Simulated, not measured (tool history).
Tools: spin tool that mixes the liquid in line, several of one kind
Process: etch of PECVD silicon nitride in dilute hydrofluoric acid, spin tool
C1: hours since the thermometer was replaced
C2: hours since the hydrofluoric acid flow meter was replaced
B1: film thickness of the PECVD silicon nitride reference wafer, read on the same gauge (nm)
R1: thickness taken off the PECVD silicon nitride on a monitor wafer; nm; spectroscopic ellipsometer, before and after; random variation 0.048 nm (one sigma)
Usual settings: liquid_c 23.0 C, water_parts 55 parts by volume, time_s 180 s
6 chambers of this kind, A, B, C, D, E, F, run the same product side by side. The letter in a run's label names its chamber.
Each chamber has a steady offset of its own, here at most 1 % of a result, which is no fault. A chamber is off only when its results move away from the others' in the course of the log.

Run 1C, day 0.121: usual settings; C1 2336.7; C2 386.8; B1 40.006. Result: R1 10.9030 nm.
Run 2A, day 0.325: usual settings; C1 1643.1; C2 572.7; B1 39.965. Result: R1 10.9120 nm.
Run 3E, day 0.475: usual settings; C1 991.9; C2 171.9; B1 40.010. Result: R1 10.9040 nm.
Run 4B, day 0.575: usual settings; C1 732.9; C2 576.0; B1 40.009. Result: R1 10.9630 nm.
Run 5D, day 0.708: usual settings; C1 388.0; C2 274.3; B1 39.996. Result: R1 10.8610 nm.
Run 6F, day 0.800: usual settings but water_parts 30 parts by volume, time_s 85 s; C1 1517.8; C2 1320.7; B1 40.004. Result: R1 9.3642 nm.
Run 7B, day 0.896: usual settings but water_parts 30 parts by volume, time_s 85 s; C1 740.6; C2 583.7; B1 40.012. Result: R1 9.3060 nm.
Run 8E, day 1.104: usual settings but water_parts 30 parts by volume, time_s 85 s; C1 1007.0; C2 187.0; B1 40.008. Result: R1 9.4160 nm.
Run 9F, day 1.300: usual settings but water_parts 30 parts by volume, time_s 85 s; C1 1529.8; C2 1332.7; B1 40.019. Result: R1 9.3118 nm.
Run 10C, day 1.454: usual settings but water_parts 30 parts by volume, time_s 85 s; C1 2368.7; C2 418.8; B1 39.998. Result: R1 9.3730 nm.
Run 11A, day 1.650: usual settings but water_parts 30 parts by volume, time_s 85 s; C1 1674.9; C2 604.5; B1 39.976. Result: R1 9.4795 nm.
Run 12D, day 1.854: usual settings; C1 415.5; C2 301.8; B1 39.994. Result: R1 10.9230 nm.
Run 13E, day 2.025: usual settings; C1 1029.1; C2 209.1; B1 39.987. Result: R1 10.8820 nm.
Run 14F, day 2.175: usual settings but liquid_c 28.0 C; C1 1550.8; C2 1353.7; B1 39.995. Result: R1 15.1850 nm.
Run 15B, day 2.312: usual settings but liquid_c 28.0 C; C1 774.6; C2 617.7; B1 39.994. Result: R1 15.3240 nm.
Run 16C, day 2.408: usual settings but liquid_c 28.0 C; C1 2391.6; C2 441.7; B1 40.012. Result: R1 15.1070 nm.
Run 17A, day 2.592: usual settings but liquid_c 28.0 C; C1 1697.5; C2 627.1; B1 39.982. Result: R1 15.2070 nm.
Run 18D, day 2.754: usual settings but liquid_c 28.0 C; C1 437.1; C2 323.4; B1 40.001. Result: R1 15.1760 nm.
Run 19F, day 2.900: usual settings but liquid_c 28.0 C; C1 1568.2; C2 1371.1; B1 40.027. Result: R1 15.1280 nm.
At day 3.029: chamber E: thermometer replaced.
Run 20A, day 3.088: usual settings; C1 1709.4; C2 639.0; B1 39.990. Result: R1 10.9760 nm.
Run 21D, day 3.283: usual settings; C1 449.8; C2 336.1; B1 40.012. Result: R1 10.8940 nm.
Run 22C, day 3.429: usual settings; C1 2416.1; C2 466.2; B1 39.995. Result: R1 10.9270 nm.
Run 23B, day 3.558: usual settings; C1 804.5; C2 647.6; B1 40.003. Result: R1 11.0340 nm.
Run 24E, day 3.721: usual settings but liquid_c 27.5 C; C1 16.6; C2 249.8; B1 40.020. Result: R1 14.7800 nm.
Run 25C, day 3.892: usual settings but liquid_c 27.5 C; C1 2427.2; C2 477.3; B1 39.987. Result: R1 14.7810 nm.
Run 26D, day 4.067: usual settings but liquid_c 27.5 C; C1 468.6; C2 354.9; B1 40.004. Result: R1 14.7550 nm.
Run 27A, day 4.179: usual settings but liquid_c 27.5 C; C1 1735.6; C2 665.2; B1 39.990. Result: R1 14.8270 nm.
Run 28F, day 4.371: usual settings but liquid_c 27.5 C; C1 1603.5; C2 1406.4; B1 39.972. Result: R1 14.6580 nm.
Run 29E, day 4.496: usual settings but liquid_c 27.5 C; C1 35.2; C2 268.4; B1 39.998. Result: R1 14.7310 nm.
Run 30B, day 4.612: usual settings but liquid_c 26.0 C, time_s 250 s; C1 829.8; C2 672.9; B1 39.995. Result: R1 18.6760 nm.
Run 31D, day 4.725: usual settings but liquid_c 26.0 C, time_s 250 s; C1 484.4; C2 370.7; B1 40.009. Result: R1 18.5880 nm.
Run 32B, day 4.883: usual settings but liquid_c 26.0 C, time_s 250 s; C1 836.3; C2 679.4; B1 39.997. Result: R1 18.5890 nm.
Run 33E, day 5.083: usual settings but liquid_c 26.0 C, time_s 250 s; C1 49.3; C2 282.5; B1 39.990. Result: R1 18.5450 nm.
Run 34A, day 5.271: usual settings but liquid_c 26.0 C, time_s 250 s; C1 1761.8; C2 691.4; B1 39.988. Result: R1 18.4900 nm.
Run 35C, day 5.454: usual settings but liquid_c 26.0 C, time_s 250 s; C1 2464.7; C2 514.8; B1 39.977. Result: R1 18.4500 nm.
Run 36F, day 5.604: usual settings; C1 1633.1; C2 1436.0; B1 40.020. Result: R1 10.7960 nm.
Run 37D, day 5.733: usual settings; C1 508.6; C2 394.9; B1 39.991. Result: R1 10.8800 nm.
Run 38B, day 5.854: usual settings; C1 859.6; C2 702.7; B1 39.987. Result: R1 10.9990 nm.

What goes on in this fleet: one chamber off, a drifting gauge, or nothing beyond the chambers' own small offsets? Name the chamber and the cause, if any.

No chamber stands off beyond its own small offset, and the gauge holds steady.

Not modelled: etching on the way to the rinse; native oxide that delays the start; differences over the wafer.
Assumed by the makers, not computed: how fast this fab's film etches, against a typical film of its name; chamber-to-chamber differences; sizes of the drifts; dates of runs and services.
